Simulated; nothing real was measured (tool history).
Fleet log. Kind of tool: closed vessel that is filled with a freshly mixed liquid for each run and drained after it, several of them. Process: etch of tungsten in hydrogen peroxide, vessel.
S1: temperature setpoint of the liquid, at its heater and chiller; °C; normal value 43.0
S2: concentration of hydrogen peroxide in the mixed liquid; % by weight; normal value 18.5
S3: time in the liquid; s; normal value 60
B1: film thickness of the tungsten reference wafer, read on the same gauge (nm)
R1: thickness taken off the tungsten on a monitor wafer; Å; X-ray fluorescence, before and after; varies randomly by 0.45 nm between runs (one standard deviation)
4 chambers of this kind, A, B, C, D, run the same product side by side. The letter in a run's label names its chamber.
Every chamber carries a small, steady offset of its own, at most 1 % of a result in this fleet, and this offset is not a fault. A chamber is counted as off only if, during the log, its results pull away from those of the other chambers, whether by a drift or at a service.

| run | hour | S1 | S2 | S3 | B1 | R1 |
|---|---|---|---|---|---|---|
| 1C | 6.6 | 43.0 | 18.5 | 60 | 69.960 | 550.98 |
| 2D | 13.1 | 43.0 | 18.5 | 60 | 70.037 | 550.33 |
| 3B | 18.5 | 43.0 | 18.5 | 60 | 70.026 | 551.87 |
| 4A | 26.1 | 43.0 | 18.5 | 60 | 70.023 | 552.00 |
| 5C | 32.3 | 43.0 | 18.5 | 60 | 69.993 | 553.02 |
| 6B | 36.0 | 43.0 | 18.5 | 60 | 69.971 | 557.87 |
| 7D | 43.2 | 43.0 | 18.5 | 60 | 69.994 | 545.64 |
| 8A | 50.9 | 43.0 | 18.5 | 60 | 70.008 | 552.22 |
| 9B | 57.4 | 43.0 | 18.5 | 60 | 69.989 | 550.40 |
| 10C | 65.0 | 43.0 | 18.5 | 60 | 69.996 | 553.29 |
| 11A | 70.2 | 43.0 | 18.5 | 60 | 69.993 | 555.05 |
| 12D | 77.2 | 43.0 | 18.5 | 60 | 69.970 | 550.19 |
| 13C | 81.1 | 43.0 | 18.5 | 60 | 69.989 | 555.30 |
| 14D | 84.8 | 43.0 | 18.5 | 60 | 70.010 | 539.47 |
| 15B | 88.6 | 43.0 | 18.5 | 60 | 69.992 | 550.02 |
| 16A | 94.6 | 43.0 | 18.5 | 60 | 70.002 | 549.37 |
| 17A | 101.3 | 43.0 | 18.5 | 60 | 69.954 | 557.96 |
| 18B | 108.6 | 43.0 | 18.5 | 60 | 69.938 | 556.58 |
| 19C | 114.1 | 43.0 | 18.5 | 60 | 69.990 | 562.60 |
| 20D | 119.9 | 43.0 | 18.5 | 60 | 70.020 | 546.09 |
| 21B | 124.3 | 43.0 | 18.5 | 60 | 69.990 | 556.18 |
| 22D | 130.9 | 43.0 | 18.5 | 60 | 69.977 | 550.82 |
| 23A | 136.4 | 43.0 | 18.5 | 60 | 69.998 | 553.66 |
| 24C | 144.2 | 43.0 | 18.5 | 60 | 69.988 | 556.60 |
| 25B | 148.9 | 43.0 | 18.5 | 60 | 70.012 | 554.10 |
| 26C | 156.7 | 43.0 | 18.5 | 60 | 70.005 | 553.32 |
| 27D | 162.8 | 43.0 | 18.5 | 60 | 70.016 | 541.45 |
| 28A | 167.6 | 43.0 | 18.5 | 60 | 69.987 | 557.10 |
| 29C | 173.3 | 50.5 | 18.5 | 60 | 69.937 | 887.19 |
| 30D | 179.3 | 50.5 | 18.5 | 60 | 70.005 | 876.92 |

Decide between three cases: one chamber stands off from its peers, the gauge reading all wafers drifts, or nothing is wrong past each chamber's small offset. Where a chamber is off, say which and what most likely put it there.

Neither any chamber nor the gauge drifts; the chambers differ only by their own small, steady offsets.
